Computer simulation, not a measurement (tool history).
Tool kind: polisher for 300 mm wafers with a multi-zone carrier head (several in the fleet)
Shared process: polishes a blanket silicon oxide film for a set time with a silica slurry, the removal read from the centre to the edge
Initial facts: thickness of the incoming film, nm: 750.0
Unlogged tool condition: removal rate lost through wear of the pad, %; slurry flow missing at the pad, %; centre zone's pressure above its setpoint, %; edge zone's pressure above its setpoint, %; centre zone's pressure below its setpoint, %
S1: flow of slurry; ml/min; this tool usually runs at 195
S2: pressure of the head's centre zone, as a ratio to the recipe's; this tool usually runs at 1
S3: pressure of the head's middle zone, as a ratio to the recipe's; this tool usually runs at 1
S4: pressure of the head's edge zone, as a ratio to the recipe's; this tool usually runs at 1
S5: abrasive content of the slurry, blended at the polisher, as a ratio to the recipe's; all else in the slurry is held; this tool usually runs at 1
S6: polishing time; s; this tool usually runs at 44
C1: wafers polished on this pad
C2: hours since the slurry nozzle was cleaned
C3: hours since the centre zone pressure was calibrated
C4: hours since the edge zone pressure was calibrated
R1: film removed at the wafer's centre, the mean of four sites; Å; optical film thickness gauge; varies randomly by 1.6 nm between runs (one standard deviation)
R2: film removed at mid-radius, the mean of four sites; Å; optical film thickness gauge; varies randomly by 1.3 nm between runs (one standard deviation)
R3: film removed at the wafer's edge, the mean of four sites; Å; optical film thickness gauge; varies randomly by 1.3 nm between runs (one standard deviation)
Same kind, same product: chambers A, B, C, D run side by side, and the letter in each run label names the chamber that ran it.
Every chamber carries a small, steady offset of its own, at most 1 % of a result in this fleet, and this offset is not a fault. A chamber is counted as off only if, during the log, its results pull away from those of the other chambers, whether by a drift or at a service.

run,hour,S1,S2,S3,S4,S5,S6,C1,C2,C3,C4,R1,R2,R3
1D,5.8,195,1,1,1,1,44,295,230.1,507.2,672.9,1167.6,1168.6,1180.5
2A,11,195,1,1,1,1,44,727,230.8,123.5,58.9,1174.3,1149.9,1165.1
3B,17.8,195,1,1,1,1,44,257,47.6,609.4,88.4,1189.7,1145.8,1169.1
# hour 20.6: chamber C: worn pad replaced by a new one
# hour 22.3: chamber D: centre zone pressure recalibrated
4C,22.6,195,1,1,1,1,44,27,462.2,328.1,683.1,1159.5,1123.3,1146.3
5B,28,195,1,1,1,1,44,394,57.8,619.6,98.6,1186.4,1175.4,1164.8
# hour 33: chamber A: worn pad replaced by a new one
6C,35.6,195,1,1,1,1,44,202,475.2,341.1,696.1,1158.4,1157,1156.3
# hour 40.9: chamber A: slurry nozzle cleaned
7D,42.4,195,1,1,1,1,44,785,266.7,20.2,709.5,1181.6,1155.1,1182.1
8A,48.7,195,1,1,1,1,44,210,7.8,161.2,96.6,1205.4,1172.9,1165
# hour 52.7: chamber D: worn pad replaced by a new one
9D,55.1,195,1,1,1,1,30,33,279.4,32.9,722.2,799.1,799.13,794.93
10A,60.8,195,1,1,1,1,30,373,19.9,173.3,108.7,799.03,784.28,791.78
11B,66.8,195,1,1,1,1,30,913,96.6,658.4,137.4,807.88,792.64,786.05
# hour 69.2: chamber C: slurry nozzle cleaned
12C,72.1,195,1,1,1,1,30,690,3,377.6,732.6,802.12,779.95,780.83
13B,75.7,195,1,1,1,1,44,1032,105.5,667.3,146.3,1189.3,1178.9,1159.1
# hour 76.8: chamber B: centre zone pressure recalibrated
14C,79.6,250,1,0.94,1,1,44,791,10.5,385.1,740.1,1207.9,1129.7,1219.5
15A,84.7,250,1,0.94,1,1,44,693,43.8,197.2,132.6,1191.3,1113.2,1188.9
16D,88.1,250,1,0.94,1,1,44,475,312.4,65.9,755.2,1200.3,1147.1,1217.3
# hour 91.1: chamber D: slurry nozzle cleaned
17B,94,250,1,0.94,1,1,44,1277,123.8,17.2,164.6,1222.8,1101.7,1205.3
18D,100.8,195,1,1,1,1,44,645,9.7,78.6,767.9,1167.4,1180.2,1205
19C,108.1,195,1,1,1,1,44,1173,39,413.6,768.6,1138.4,1158.3,1168.8
20A,114.7,195,1,1.04,1,0.85,44,1094,73.8,227.2,162.6,1098.5,1112.2,1080
# hour 116: chamber B: worn pad replaced by a new one
21A,121.1,195,1,1.04,1,0.85,44,1180,80.2,233.6,169,1049.2,1117.6,1082
# hour 121.8: chamber A: worn pad replaced by a new one
# hour 124.2: chamber C: worn pad replaced by a new one
22B,126.5,195,1,1.04,1,0.85,44,140,156.3,49.7,197.1,1088.5,1100,1061.9
# hour 126.8: chamber D: worn pad replaced by a new one
23D,130.2,195,1,1.04,1,0.85,44,46,39.1,108,797.3,1046.1,1115.6,1069.9
24C,135.5,195,1,1,1,1,44,151,66.4,441,796,1159.4,1151.8,1140.9
25D,140.2,195,1,0.89,1,1,44,180,49.1,118,807.3,1153.1,1057.6,1171.8
26B,147.4,195,1,0.89,1,1,44,420,177.2,70.6,218,1178.2,1056.2,1179.5
27C,153.3,195,1,0.89,1,1,44,389,84.2,458.8,813.8,1096.6,1048.9,1181.3
28A,160.8,195,1,0.89,1,1,44,523,119.9,273.3,208.7,1193.7,1054.4,1149
29B,167.9,195,1,1,1,1,44,695,197.7,91.1,238.5,1157.4,1166.5,1157
30A,173.2,195,1,1,1,1,44,689,132.3,285.7,221.1,1173.9,1148.5,1143.2
31C,180.7,195,1,1,1,1,44,756,111.6,486.2,841.2,1106.5,1175.6,1158.7
32D,187.9,195,1,1,1,1,44,819,96.8,165.7,855,1159.8,1189.4,1163.8
33D,193.7,195,1,1,1,1,44,896,102.6,171.5,860.8,1160.9,1185.8,1180.5
# hour 197.7: chamber D: edge zone pressure recalibrated
34B,197.8,195,1,1,1,1,44,1095,227.6,121,268.4,1197.1,1139.1,1158.2
# hour 200.4: chamber D: worn pad replaced by a new one
35C,202.2,195,1.09,1,1,1,50,1044,133.1,507.7,862.7,1346.7,1336.3,1337.8
# hour 203.6: chamber A: worn pad replaced by a new one
36A,208.3,195,1.09,1,1,1,50,63,167.4,320.8,256.2,1438.4,1315.5,1297.6
37C,214.6,195,1.09,1,1,1,50,1210,145.5,520.1,875.1,1335.6,1323.3,1322.6
38B,221.8,195,1.09,1,1,1,50,1417,251.6,145,292.4,1459.5,1298,1337.5
39D,226.8,195,0.94,1,1,1,44,353,135.7,204.6,29.1,1078.3,1154.4,1185.7

Read the log: is a single chamber off, either drifting away or since a service, is the gauge that measures every chamber drifting, or is nothing wrong beyond small per-chamber offsets? Name any odd chamber and what most likely caused it.

Little by little, chamber C moves away from the other chambers.
Cause: centre zone's pressure below its setpoint, % = 6.71.

Here are 4 candidates for chamber C's next run, each the usual settings with a change, their results left as question marks. Which one brings its results back in line with what the others give on the usual settings?
Counts as in line when no further than this from what the other chambers average on the usual settings: R1 55 Å; R2 47 Å; R3 45 Å
40C-1,232.3,185,0.87,1.03,1.04,1,43,,,,,?,?,?
40C-2,232.3,205,1.13,0.97,0.96,1,45,,,,,?,?,?
40C-3,232.3,190,0.94,1.01,1.02,1,44,,,,,?,?,?
40C-4,232.3,200,1.06,0.99,0.98,1,44,,,,,?,?,?

Usual-settings mean across the other chambers: R1 1169.7 Å; R2 1162.6 Å; R3 1162 Å
run,R1,R2,R3
40C-1,894.26,1159.6,1152.4
40C-2,1267.2,1164,1169.7
40C-3,1001.2,1169.6,1170.8
40C-4,1151.6,1156.1,1152.8
The right change is 40C-4: it brings the chamber back within the allowed miss of the others.

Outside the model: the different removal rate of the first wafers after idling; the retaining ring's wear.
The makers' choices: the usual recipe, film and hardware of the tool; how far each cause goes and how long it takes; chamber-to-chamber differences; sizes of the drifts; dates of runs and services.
